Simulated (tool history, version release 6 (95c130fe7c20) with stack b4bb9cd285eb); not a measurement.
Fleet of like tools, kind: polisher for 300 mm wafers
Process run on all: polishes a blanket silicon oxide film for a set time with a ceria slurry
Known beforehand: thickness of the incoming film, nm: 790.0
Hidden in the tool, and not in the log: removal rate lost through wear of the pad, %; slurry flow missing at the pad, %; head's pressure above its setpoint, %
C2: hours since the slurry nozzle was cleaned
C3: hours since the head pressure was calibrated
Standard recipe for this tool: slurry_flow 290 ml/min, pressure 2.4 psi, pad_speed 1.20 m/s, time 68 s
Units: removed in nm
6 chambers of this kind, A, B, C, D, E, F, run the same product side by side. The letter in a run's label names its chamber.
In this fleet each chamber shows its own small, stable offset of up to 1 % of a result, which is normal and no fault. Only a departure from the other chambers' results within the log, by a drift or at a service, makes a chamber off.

Run 1F, hour 8.1: usual settings; wafers polished on this pad 502; C2 259.0; C3 455.8. Result: removed 279.45 nm.
Run 2E, hour 11.8: usual settings; wafers polished on this pad 356; C2 579.0; C3 559.7. Result: removed 284.57 nm.
Run 3D, hour 19.1: usual settings; wafers polished on this pad 836; C2 349.6; C3 670.2. Result: removed 280.51 nm.
At hour 21.3: chamber A: slurry nozzle cleaned.
Run 4A, hour 23.4: usual settings; wafers polished on this pad 209; C2 2.1; C3 311.9. Result: removed 281.10 nm.
Run 5B, hour 29.2: usual settings; wafers polished on this pad 575; C2 204.5; C3 1122.1. Result: removed 275.58 nm.
Run 6C, hour 36.2: usual settings; wafers polished on this pad 610; C2 118.4; C3 47.1. Result: removed 282.96 nm.
Run 7A, hour 39.8: usual settings but pad_speed 1.06 m/s, time 55 s; wafers polished on this pad 315; C2 18.5; C3 328.3. Result: removed 197.46 nm.
At hour 40.2: chamber F: worn pad replaced by a new one.
Run 8E, hour 45.6: usual settings but pad_speed 1.06 m/s, time 55 s; wafers polished on this pad 575; C2 612.8; C3 593.5. Result: removed 201.24 nm.
Run 9D, hour 51.1: usual settings but pad_speed 1.06 m/s, time 55 s; wafers polished on this pad 1043; C2 381.6; C3 702.2. Result: removed 199.42 nm.
Run 10C, hour 56.5: usual settings but pad_speed 1.06 m/s, time 55 s; wafers polished on this pad 741; C2 138.7; C3 67.4. Result: removed 202.00 nm.
At hour 60.8: chamber D: worn pad replaced by a new one.
Run 11F, hour 63.5: usual settings but pad_speed 1.06 m/s, time 55 s; wafers polished on this pad 150; C2 314.4; C3 511.2. Result: removed 197.87 nm.
At hour 64.1: chamber E: worn pad replaced by a new one.
Run 12B, hour 67.3: usual settings but pad_speed 1.06 m/s, time 55 s; wafers polished on this pad 821; C2 242.6; C3 1160.2. Result: removed 199.96 nm.
At hour 72.8: chamber A: worn pad replaced by a new one.
Run 13D, hour 73.5: usual settings but pad_speed 1.44 m/s; wafers polished on this pad 82; C2 404.0; C3 724.6. Result: removed 337.33 nm.
At hour 80.0: chamber B: worn pad replaced by a new one.
Run 14A, hour 80.7: usual settings but pad_speed 1.44 m/s; wafers polished on this pad 51; C2 59.4; C3 369.2. Result: removed 343.87 nm.
Run 15F, hour 88.1: usual settings but pad_speed 1.44 m/s; wafers polished on this pad 309; C2 339.0; C3 535.8. Result: removed 333.56 nm.
Run 16E, hour 93.0: usual settings but pad_speed 1.44 m/s; wafers polished on this pad 187; C2 660.2; C3 640.9. Result: removed 338.35 nm.
At hour 93.8: chamber B: head pressure recalibrated.
Run 17C, hour 100.0: usual settings but pad_speed 1.44 m/s; wafers polished on this pad 1022; C2 182.2; C3 110.9. Result: removed 331.79 nm.
Run 18B, hour 106.5: usual settings but pad_speed 1.44 m/s; wafers polished on this pad 171; C2 281.8; C3 12.8. Result: removed 337.94 nm.
Run 19C, hour 111.0: usual settings; wafers polished on this pad 1093; C2 193.2; C3 121.9. Result: removed 278.39 nm.
At hour 117.1: chamber C: slurry nozzle cleaned.
Run 20F, hour 117.2: usual settings; wafers polished on this pad 497; C2 368.1; C3 564.9. Result: removed 275.34 nm.
Run 21E, hour 121.5: usual settings; wafers polished on this pad 371; C2 688.7; C3 669.4. Result: removed 285.46 nm.
Run 22A, hour 126.6: usual settings but time 53 s; wafers polished on this pad 347; C2 105.3; C3 415.1. Result: removed 220.32 nm.
Run 23B, hour 132.3: usual settings but time 53 s; wafers polished on this pad 337; C2 307.6; C3 38.6. Result: removed 220.92 nm.
Run 24D, hour 139.8: usual settings but time 53 s; wafers polished on this pad 510; C2 470.3; C3 790.9. Result: removed 218.17 nm.
At hour 145.9: chamber A: worn pad replaced by a new one.
At hour 146.2: chamber F: worn pad replaced by a new one.
Run 25D, hour 146.8: usual settings but time 53 s; wafers polished on this pad 555; C2 477.3; C3 797.9. Result: removed 216.70 nm.
Run 26A, hour 154.3: usual settings but time 53 s; wafers polished on this pad 54; C2 133.0; C3 442.8. Result: removed 218.75 nm.
At hour 160.4: chamber F: slurry nozzle cleaned.
Run 27E, hour 162.2: usual settings but time 53 s; wafers polished on this pad 634; C2 729.4; C3 710.1. Result: removed 219.45 nm.
Run 28B, hour 166.4: usual settings but pressure 3.2 psi, pad_speed 1.06 m/s; wafers polished on this pad 558; C2 341.7; C3 72.7. Result: removed 334.54 nm.
Run 29C, hour 171.2: usual settings but pressure 3.2 psi, pad_speed 1.06 m/s; wafers polished on this pad 1482; C2 54.2; C3 182.1. Result: removed 310.52 nm.
Run 30F, hour 178.4: usual settings but pressure 3.2 psi, pad_speed 1.06 m/s; wafers polished on this pad 208; C2 18.1; C3 626.1. Result: removed 330.82 nm.
At hour 182.4: chamber E: worn pad replaced by a new one.
Run 31D, hour 182.6: usual settings but pressure 3.2 psi, pad_speed 1.06 m/s; wafers polished on this pad 787; C2 513.1; C3 833.7. Result: removed 335.99 nm.
Run 32A, hour 189.3: usual settings but pressure 3.2 psi, pad_speed 1.06 m/s; wafers polished on this pad 280; C2 168.0; C3 477.8. Result: removed 325.47 nm.
Run 33C, hour 193.9: usual settings but pressure 3.2 psi, pad_speed 1.06 m/s; wafers polished on this pad 1629; C2 76.9; C3 204.8. Result: removed 306.98 nm.
Run 34E, hour 198.2: usual settings; wafers polished on this pad 102; C2 765.4; C3 746.1. Result: removed 280.25 nm.
At hour 205.7: chamber E: slurry nozzle cleaned.
Run 35B, hour 206.2: usual settings; wafers polished on this pad 815; C2 381.5; C3 112.5. Result: removed 279.43 nm.
Run 36F, hour 212.6: usual settings; wafers polished on this pad 429; C2 52.3; C3 660.3. Result: removed 282.43 nm.
Run 37B, hour 220.9: usual settings; wafers polished on this pad 910; C2 396.2; C3 127.2. Result: removed 280.28 nm.
Run 38C, hour 225.0: usual settings; wafers polished on this pad 1830; C2 108.0; C3 235.9. Result: removed 258.42 nm.
At hour 226.3: chamber A: head pressure recalibrated.
At hour 228.8: chamber A: worn pad replaced by a new one.
Run 39D, hour 229.8: usual settings; wafers polished on this pad 1092; C2 560.3; C3 880.9. Result: removed 278.94 nm.
At hour 230.9: chamber F: worn pad replaced by a new one.
Run 40E, hour 236.7: usual settings; wafers polished on this pad 351; C2 31.0; C3 784.6. Result: removed 283.26 nm.
Run 41A, hour 243.5: usual settings; wafers polished on this pad 95; C2 222.2; C3 17.3. Result: removed 277.41 nm.
Run 42F, hour 251.5: usual settings; wafers polished on this pad 133; C2 91.2; C3 699.2. Result: removed 272.95 nm.

Next, all 6 chambers run the settings below, one line each with question marks for the results. What does each chamber give?
Run 43A, hour 257.5: usual settings but time 49 s. Result: removed ?.
Run 43B, hour 257.5: usual settings but time 49 s. Result: removed ?.
Run 43C, hour 257.5: usual settings but time 49 s. Result: removed ?.
Run 43D, hour 257.5: usual settings but time 49 s. Result: removed ?.
Run 43E, hour 257.5: usual settings but time 49 s. Result: removed ?.
Run 43F, hour 257.5: usual settings but time 49 s. Result: removed ?.

run  removed
43A   201.29
43B   203.67
43C   178.33
43D   208.88
43E   202.35
43F   197.09
